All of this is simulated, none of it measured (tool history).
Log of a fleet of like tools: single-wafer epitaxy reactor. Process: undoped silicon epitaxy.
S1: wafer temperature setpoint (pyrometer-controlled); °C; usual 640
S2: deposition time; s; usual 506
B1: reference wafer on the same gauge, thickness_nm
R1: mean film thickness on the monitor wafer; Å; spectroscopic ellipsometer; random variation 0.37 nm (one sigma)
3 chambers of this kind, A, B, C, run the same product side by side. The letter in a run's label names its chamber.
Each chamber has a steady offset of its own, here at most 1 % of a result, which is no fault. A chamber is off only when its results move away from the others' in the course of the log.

run,hour,S1,S2,B1,R1
1B,13.0,640,506,58.301,672.45
2A,25.1,640,506,58.395,679.37
3C,34.9,640,506,58.316,672.19
4A,41.8,640,506,58.389,680.55
5B,53.5,640,506,58.335,673.18
6C,63.9,640,506,58.321,681.29
7B,73.7,640,457,58.276,615.79
8A,85.5,640,457,58.308,617.12
9C,97.9,640,457,58.299,613.23
10B,104.7,640,506,58.246,677.82
11C,112.1,640,506,58.313,685.33
12A,119.2,640,506,58.375,679.87
13C,130.2,640,506,58.371,679.71
14A,141.9,640,506,58.369,678.13
15B,149.3,640,506,58.321,674.99
16A,160.4,640,506,58.189,678.05
17C,169.7,640,506,58.299,680.55
# hour 183.1: chamber A: pyrometer calibrated
18B,183.6,628,506,58.390,515.26
19C,193.5,628,506,58.307,530.49
20B,204.1,628,506,58.264,515.08
21A,213.5,653,581,58.263,1033.60
22B,221.7,653,581,58.327,1037.40
23A,230.2,653,581,58.288,1047.60
24C,243.6,649,598,58.355,1015.70
25C,253.6,649,598,58.344,1006.80
26B,260.8,649,598,58.336,980.73
27A,274.9,640,506,58.340,688.60

All 3 chambers run these settings next. Forecast each chamber's results:
28A,285.6,640,555,,?
28B,285.6,640,555,,?
28C,285.6,640,555,,?

run,R1
28A,754.88
28B,743.76
28C,781.46
